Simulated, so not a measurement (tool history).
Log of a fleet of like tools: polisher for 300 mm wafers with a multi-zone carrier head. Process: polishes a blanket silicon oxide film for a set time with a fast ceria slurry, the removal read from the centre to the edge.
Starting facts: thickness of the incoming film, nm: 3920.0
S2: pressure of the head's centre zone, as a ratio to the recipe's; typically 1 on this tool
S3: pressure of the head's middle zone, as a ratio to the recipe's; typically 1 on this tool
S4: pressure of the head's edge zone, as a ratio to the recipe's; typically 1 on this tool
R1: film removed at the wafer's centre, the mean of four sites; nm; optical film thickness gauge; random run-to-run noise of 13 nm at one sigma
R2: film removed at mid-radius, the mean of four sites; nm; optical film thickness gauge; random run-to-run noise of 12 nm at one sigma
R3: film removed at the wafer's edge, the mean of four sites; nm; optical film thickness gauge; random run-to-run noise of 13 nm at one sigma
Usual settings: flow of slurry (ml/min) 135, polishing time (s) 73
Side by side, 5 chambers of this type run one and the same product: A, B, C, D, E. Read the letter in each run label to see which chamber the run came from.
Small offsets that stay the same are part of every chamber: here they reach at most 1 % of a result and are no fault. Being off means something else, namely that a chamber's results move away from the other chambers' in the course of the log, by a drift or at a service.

At hour 0.1: chamber E: worn pad replaced by a new one.
Run 1C, hour 15.7: usual settings. Result: R1 1567.7 nm, R2 1565.9 nm, R3 1564.3 nm.
At hour 21: chamber B: slurry nozzle cleaned.
Run 2B, hour 27.5: usual settings. Result: R1 1565.5 nm, R2 1571 nm, R3 1573.6 nm.
At hour 29.4: chamber C: worn pad replaced by a new one.
Run 3D, hour 43.1: usual settings. Result: R1 1572.3 nm, R2 1538.1 nm, R3 1573.9 nm.
At hour 51.8: chamber A: worn pad replaced by a new one.
At hour 53.7: chamber B: worn pad replaced by a new one.
Run 4E, hour 56.8: usual settings. Result: R1 1557.2 nm, R2 1547 nm, R3 1555.2 nm.
At hour 63.1: chamber B: edge zone pressure recalibrated.
Run 5A, hour 66.1: usual settings. Result: R1 1565.1 nm, R2 1577.7 nm, R3 1550.2 nm.
At hour 68.4: chamber A: slurry nozzle cleaned.
At hour 71.5: chamber E: edge zone pressure recalibrated.
Run 6E, hour 78.6: usual settings. Result: R1 1561.9 nm, R2 1550.3 nm, R3 1580.1 nm.
Run 7C, hour 88.6: usual settings. Result: R1 1569.3 nm, R2 1548.6 nm, R3 1562.7 nm.
Run 8A, hour 100.6: usual settings. Result: R1 1550.7 nm, R2 1581.7 nm, R3 1554.3 nm.
Run 9D, hour 111.4: usual settings but flow of slurry (ml/min) 115, S4 0.95. Result: R1 1470.7 nm, R2 1487.6 nm, R3 1477.9 nm.
At hour 111.6: chamber E: worn pad replaced by a new one.
At hour 115: chamber C: worn pad replaced by a new one.
Run 10B, hour 126: usual settings but flow of slurry (ml/min) 115, S4 0.95. Result: R1 1464.6 nm, R2 1505.8 nm, R3 1470.5 nm.
Run 11A, hour 135.5: usual settings but flow of slurry (ml/min) 115, S4 0.95. Result: R1 1477 nm, R2 1514 nm, R3 1452.7 nm.
Run 12E, hour 143.2: usual settings but flow of slurry (ml/min) 115, S4 0.95. Result: R1 1479.4 nm, R2 1511.3 nm, R3 1497.9 nm.
At hour 145.8: chamber E: slurry nozzle cleaned.
Run 13C, hour 158: usual settings but flow of slurry (ml/min) 115, S4 0.95. Result: R1 1498.9 nm, R2 1510.9 nm, R3 1478.2 nm.
At hour 159.2: chamber A: worn pad replaced by a new one.
At hour 163.3: chamber D: centre zone pressure recalibrated.
Run 14B, hour 166.7: usual settings. Result: R1 1570.8 nm, R2 1564.5 nm, R3 1548.5 nm.
At hour 169.3: chamber B: worn pad replaced by a new one.
Run 15D, hour 177.7: usual settings but S2 1.04, polishing time (s) 86. Result: R1 1883.8 nm, R2 1791.5 nm, R3 1813.5 nm.
Run 16E, hour 190.6: usual settings but S2 1.04, polishing time (s) 86. Result: R1 1925.3 nm, R2 1857.4 nm, R3 1846.6 nm.
Run 17A, hour 202.1: usual settings but S2 1.04, polishing time (s) 86. Result: R1 1904.4 nm, R2 1847.3 nm, R3 1833.8 nm.
At hour 203.1: chamber D: slurry nozzle cleaned.
At hour 207.2: chamber C: worn pad replaced by a new one.
Run 18B, hour 216.2: usual settings but S2 1.04, polishing time (s) 86. Result: R1 1918.9 nm, R2 1837.7 nm, R3 1859.6 nm.
Run 19C, hour 230.7: usual settings but S2 1.04, polishing time (s) 86. Result: R1 1918.3 nm, R2 1855.1 nm, R3 1816.4 nm.
At hour 233.1: chamber E: worn pad replaced by a new one.
Run 20D, hour 243.8: usual settings. Result: R1 1527.4 nm, R2 1496.6 nm, R3 1505.6 nm.
At hour 251.1: chamber A: worn pad replaced by a new one.
At hour 252.4: chamber A: edge zone pressure recalibrated.
Run 21B, hour 259.5: usual settings. Result: R1 1544 nm, R2 1556.2 nm, R3 1534.1 nm.
Run 22C, hour 273.1: usual settings. Result: R1 1555.7 nm, R2 1557.7 nm, R3 1578.9 nm.
Run 23A, hour 281: usual settings. Result: R1 1571.6 nm, R2 1584.4 nm, R3 1549.4 nm.
At hour 284.9: chamber B: worn pad replaced by a new one.
At hour 285.4: chamber C: worn pad replaced by a new one.
At hour 287: chamber B: centre zone pressure recalibrated.
Run 24E, hour 288.3: usual settings. Result: R1 1540.9 nm, R2 1562.3 nm, R3 1571.8 nm.
Run 25D, hour 303.7: usual settings. Result: R1 1522.8 nm, R2 1503.2 nm, R3 1515.9 nm.
At hour 306.3: chamber D: edge zone pressure recalibrated.
Run 26A, hour 313.9: usual settings but flow of slurry (ml/min) 100, polishing time (s) 61. Result: R1 1198.8 nm, R2 1215.7 nm, R3 1229.5 nm.
Run 27E, hour 323.6: usual settings but flow of slurry (ml/min) 100, polishing time (s) 61. Result: R1 1200.5 nm, R2 1200.9 nm, R3 1240.9 nm.
At hour 328.2: chamber E: worn pad replaced by a new one.
Run 28B, hour 337.6: usual settings but flow of slurry (ml/min) 100, polishing time (s) 61. Result: R1 1199.1 nm, R2 1224.2 nm, R3 1242.4 nm.
Run 29C, hour 344.7: usual settings but flow of slurry (ml/min) 100, polishing time (s) 61. Result: R1 1192.9 nm, R2 1209.1 nm, R3 1237.1 nm.
Run 30D, hour 358.3: usual settings but flow of slurry (ml/min) 100, polishing time (s) 61. Result: R1 1169.8 nm, R2 1156.5 nm, R3 1200.8 nm.
At hour 367.9: chamber A: worn pad replaced by a new one.
Run 31D, hour 373.7: usual settings. Result: R1 1510.9 nm, R2 1498 nm, R3 1506.6 nm.
Run 32C, hour 382.5: usual settings. Result: R1 1558.6 nm, R2 1540.8 nm, R3 1551.4 nm.
Run 33B, hour 395: usual settings but S2 1.04, polishing time (s) 85. Result: R1 1917.8 nm, R2 1821.3 nm, R3 1814.4 nm.
At hour 398.4: chamber B: slurry nozzle cleaned.
Run 34A, hour 407.4: usual settings but S2 1.04, polishing time (s) 85. Result: R1 1897.2 nm, R2 1844.8 nm, R3 1806.5 nm.
At hour 410.5: chamber B: worn pad replaced by a new one.
Run 35E, hour 418.6: usual settings but S2 1.04, polishing time (s) 85. Result: R1 1884 nm, R2 1804.3 nm, R3 1820.1 nm.
Run 36D, hour 431.1: usual settings but S2 1.04, polishing time (s) 85. Result: R1 1792.1 nm, R2 1728 nm, R3 1734.4 nm.
Run 37B, hour 441: usual settings but S2 1.04, polishing time (s) 85. Result: R1 1905 nm, R2 1814.6 nm, R3 1813.2 nm.
At hour 444.7: chamber E: worn pad replaced by a new one.
Run 38E, hour 453.4: usual settings. Result: R1 1535.9 nm, R2 1560.3 nm, R3 1561.7 nm.

All 5 chambers run these settings next. Forecast each chamber's results:
Run 39A, hour 465.1: usual settings. Result: R1 ?, R2 ?, R3 ?.
Run 39B, hour 465.1: usual settings. Result: R1 ?, R2 ?, R3 ?.
Run 39C, hour 465.1: usual settings. Result: R1 ?, R2 ?, R3 ?.
Run 39D, hour 465.1: usual settings. Result: R1 ?, R2 ?, R3 ?.
Run 39E, hour 465.1: usual settings. Result: R1 ?, R2 ?, R3 ?.

run      R1      R2      R3
39A    1557  1575.8  1546.9
39B  1556.9  1562.8  1567.1
39C  1558.3  1547.2  1587.4
39D  1502.4  1482.1  1461.3
39E  1551.6  1542.6  1592.4
